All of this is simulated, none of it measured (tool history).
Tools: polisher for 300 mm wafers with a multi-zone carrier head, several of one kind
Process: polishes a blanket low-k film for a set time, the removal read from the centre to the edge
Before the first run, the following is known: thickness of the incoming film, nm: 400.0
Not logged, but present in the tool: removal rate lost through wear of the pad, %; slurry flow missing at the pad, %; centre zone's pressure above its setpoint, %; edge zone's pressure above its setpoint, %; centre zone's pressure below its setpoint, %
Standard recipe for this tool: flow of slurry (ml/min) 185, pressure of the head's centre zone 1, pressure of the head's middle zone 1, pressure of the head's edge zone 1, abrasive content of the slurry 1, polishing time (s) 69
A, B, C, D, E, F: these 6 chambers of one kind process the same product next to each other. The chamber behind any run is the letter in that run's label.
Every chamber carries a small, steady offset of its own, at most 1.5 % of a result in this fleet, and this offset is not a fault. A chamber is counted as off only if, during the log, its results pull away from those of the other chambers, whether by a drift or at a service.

run   hour  flow of slurry (ml/min)  pressure of the head's centre zone  pressure of the head's middle zone  pressure of the head's edge zone  abrasive content of the slurry  polishing time (s)  wafers polished on this pad  hours since the slurry nozzle was cleaned  hours since the centre zone pressure was calibrated  hours since the edge zone pressure was calibrated  film removed at the wafer's centre (nm)  film removed at mid-radius (nm)  film removed at the wafer's edge (nm)
 1D    6.9                      185                                   1                                   1                                 1                               1                  69                         1165                                      134.7                                                 36.9                                              307.2                                   17.714                           17.945                                  17.91
       8.4  -- chamber C: worn pad replaced by a new one
      12.2  -- chamber E: worn pad replaced by a new one
      13.4  -- chamber A: worn pad replaced by a new one
      16.3  -- chamber B: worn pad replaced by a new one
      16.6  -- chamber F: worn pad replaced by a new one
 2C   17.5                      185                                   1                                   1                                 1                               1                  69                           94                                      148.3                                               1043.5                                              854.9                                   17.952                            17.22                                 17.741
 3B     27                      185                                   1                                   1                                 1                               1                  69                          110                                      282.1                                                590.7                                              727.6                                   17.308                           17.775                                 17.846
      29.8  -- chamber D: worn pad replaced by a new one
 4E   35.1                      185                                   1                                   1                                 1                               1                  69                          236                                      630.2                                                509.3                                             1039.1                                    17.52                           17.791                                 17.519
 5A     47                      185                                   1                                   1                                 1                               1                  69                          347                                      256.9                                                194.9                                               1118                                   18.138                           17.941                                 17.727
 6F   57.7                      140                                0.92                                   1                                 1                               1                  69                          424                                      643.2                                                805.3                                              778.1                                   15.809                           16.804                                 17.035
 7D   64.7                      140                                0.92                                   1                                 1                               1                  69                          360                                      192.5                                                 94.7                                                365                                   15.446                           17.045                                 17.357
      72.7  -- chamber C: worn pad replaced by a new one
 8F     74                      140                                0.92                                   1                                 1                               1                  69                          592                                      659.5                                                821.6                                              794.4                                   15.561                           16.763                                     17
 9B   84.5                      140                                0.92                                   1                                 1                               1                  69                          703                                      339.6                                                648.2                                              785.1                                   15.346                           16.836                                  17.22
10E   91.1                      140                                0.92                                   1                                 1                               1                  69                          814                                      686.2                                                565.3                                             1095.1                                   15.303                           16.981                                 17.165
      92.9  -- chamber A: worn pad replaced by a new one
11A  100.4                      140                                0.92                                   1                                 1                               1                  69                           78                                      310.3                                                248.3                                             1171.4                                   15.596                           16.964                                 17.352
     101.9  -- chamber F: worn pad replaced by a new one
       104  -- chamber A: edge zone pressure recalibrated
     104.7  -- chamber E: worn pad replaced by a new one
12C  111.6                      185                                   1                                   1                                 1                               1                  69                          401                                      242.4                                               1137.6                                                949                                   17.846                           17.762                                 17.583
     115.8  -- chamber E: centre zone pressure recalibrated
13D  119.5                      185                                   1                                   1                                 1                               1                  69                          925                                      247.3                                                149.5                                              419.8                                   17.796                           17.708                                 17.866
     120.8  -- chamber B: slurry nozzle cleaned
     121.9  -- chamber B: worn pad replaced by a new one
14B  127.8                      235                                   1                                   1                                 1                            1.25                  69                           60                                        7.1                                                691.5                                              828.4                                   19.964                           20.052                                 20.245
     137.9  -- chamber C: worn pad replaced by a new one
15F  140.2                      235                                   1                                   1                                 1                            1.25                  69                          395                                      725.7                                                887.8                                              860.6                                   20.558                           20.092                                 20.038
     147.8  -- chamber F: centre zone pressure recalibrated
16A  149.8                      235                                   1                                   1                                 1                            1.25                  69                          587                                      359.7                                                297.7                                               45.8                                   20.432                           20.531                                 20.209
     157.7  -- chamber F: slurry nozzle cleaned
     159.5  -- chamber D: worn pad replaced by a new one
17C    161                      235                                   1                                   1                                 1                            1.25                  69                          239                                      291.8                                                 1187                                              998.4                                   20.042                           19.969                                 19.843
18E  166.5                      235                                   1                                   1                                 1                            1.25                  69                          638                                      761.6                                                 50.8                                             1170.5                                   20.146                            20.19                                 19.726
     166.9  -- chamber A: worn pad replaced by a new one
     174.1  -- chamber F: worn pad replaced by a new one
19D  177.9                      235                                   1                                   1                                 1                            1.25                  69                          190                                      305.7                                                207.9                                              478.2                                   19.906                           20.293                                 19.993
     187.1  -- chamber A: slurry nozzle cleaned
20F    190                      185                                   1                                   1                                 1                               1                  69                          164                                       32.3                                                 42.3                                              910.4                                   16.124                           17.793                                 17.747
21C  200.4                      185                                   1                                   1                                 1                               1                  69                          645                                      331.2                                               1226.4                                             1037.8                                   17.468                           17.869                                 17.759
     207.1  -- chamber E: worn pad replaced by a new one
22A  210.9                      185                                   1                                   1                                 1                               1                  69                          454                                       23.8                                                358.8                                              106.9                                   17.832                           18.043                                 17.797
     213.7  -- chamber C: worn pad replaced by a new one
23B  218.6                      185                                   1                                   1                                 1                               1                  69                          997                                       97.9                                                782.3                                              919.2                                   17.915                           17.698                                 17.786
     223.8  -- chamber B: worn pad replaced by a new one
24E  225.6                      185                                   1                                   1                                 1                               1                  69                          191                                      820.7                                                109.9                                             1229.6                                   17.586                           18.056                                 17.705
25C  236.7                      185                                   1                                   1                                 1                               1                  69                          237                                      367.5                                               1262.7                                             1074.1                                   17.808                           17.782                                 17.676
     244.5  -- chamber F: worn pad replaced by a new one
26B  248.5                      205                                   1                                0.91                                 1                               1                  69                          254                                      127.8                                                812.2                                              949.1                                   17.865                           16.396                                 18.099
     253.7  -- chamber A: worn pad replaced by a new one
27E  259.7                      205                                   1                                0.91                                 1                               1                  69                          542                                      854.8                                                  144                                             1263.7                                   17.955                           16.714                                  17.84
28A  271.9                      205                                   1                                0.91                                 1                               1                  69                          187                                       84.8                                                419.8                                              167.9                                   18.281                           16.386                                 18.157
     272.4  -- chamber A: centre zone pressure recalibrated
     278.1  -- chamber C: worn pad replaced by a new one
29F  279.4                      205                                   1                                0.91                                 1                               1                  69                          360                                      121.7                                                131.7                                              999.8                                   16.558                           16.598                                 17.879
     279.8  -- chamber C: centre zone pressure recalibrated
     285.2  -- chamber D: slurry nozzle cleaned
30D  287.7                      205                                   1                                0.91                                 1                               1                  69                         1322                                        2.6                                                317.7                                                588                                   17.833                           16.499                                 18.092
31D  294.8                      205                                   1                                0.91                                 1                               1                  69                         1395                                        9.7                                                324.8                                              595.1                                   17.895                           16.293                                 18.192
     304.4  -- chamber E: worn pad replaced by a new one
32B    305                      185                                   1                                   1                                 1                               1                  69                          837                                      184.3                                                868.7                                             1005.6                                   17.687                            17.64                                 17.764
33A  313.8                      185                                   1                                   1                                 1                               1                  69                          619                                      126.7                                                 41.5                                              209.8                                   18.235                           18.305                                 17.662
     314.2  -- chamber F: worn pad replaced by a new one
     321.7  -- chamber A: worn pad replaced by a new one
34C    324                      185                                   1                                   1                                 1                               1                  69                          473                                      454.8                                                 44.2                                             1161.4                                    17.59                           17.969                                 17.826
35F  333.4                      185                                   1                                   1                                 1                               1                  69                          198                                      175.7                                                185.7                                             1053.8                                   16.091                           18.059                                 17.679
36E  345.3                      185                                   1                                   1                                 1                               1                  69                          421                                      940.4                                                229.6                                             1349.3                                   17.756                           18.043                                 17.473
37E  352.1                      185                                   1                                   1                                 1                               1                  69                          492                                      947.2                                                236.4                                             1356.1                                   17.593                           17.946                                  17.71
38F    362                      185                                   1                                   1                                 1                               1                  69                          492                                      204.3                                                214.3                                             1082.4                                   16.203                           17.909                                 17.797
39A  367.4                      185                                   1                                   1                                 1                               1                  69                          471                                      180.3                                                 95.1                                              263.4                                   18.123                           18.198                                 18.001

The same settings go to every chamber for the next run, one line per chamber below. Forecast the results for each:
40A  376.4                      185                                   1                                   1                                 1                               1                  69                                                                                                                                                                                                                        ?                                ?                                      ?
40B  376.4                      185                                   1                                   1                                 1                               1                  69                                                                                                                                                                                                                        ?                                ?                                      ?
40C  376.4                      185                                   1                                   1                                 1                               1                  69                                                                                                                                                                                                                        ?                                ?                                      ?
40D  376.4                      185                                   1                                   1                                 1                               1                  69                                                                                                                                                                                                                        ?                                ?                                      ?
40E  376.4                      185                                   1                                   1                                 1                               1                  69                                                                                                                                                                                                                        ?                                ?                                      ?
40F  376.4                      185                                   1                                   1                                 1                               1                  69                                                                                                                                                                                                                        ?                                ?                                      ?

run  film removed at the wafer's centre (nm)  film removed at mid-radius (nm)  film removed at the wafer's edge (nm)
40A                                   17.594                           18.096                                 17.856
40B                                   17.858                           17.499                                 18.049
40C                                   17.931                           17.432                                 17.664
40D                                   17.635                           18.136                                 17.899
40E                                   17.432                           18.018                                 17.633
40F                                   16.216                            17.85                                 17.543
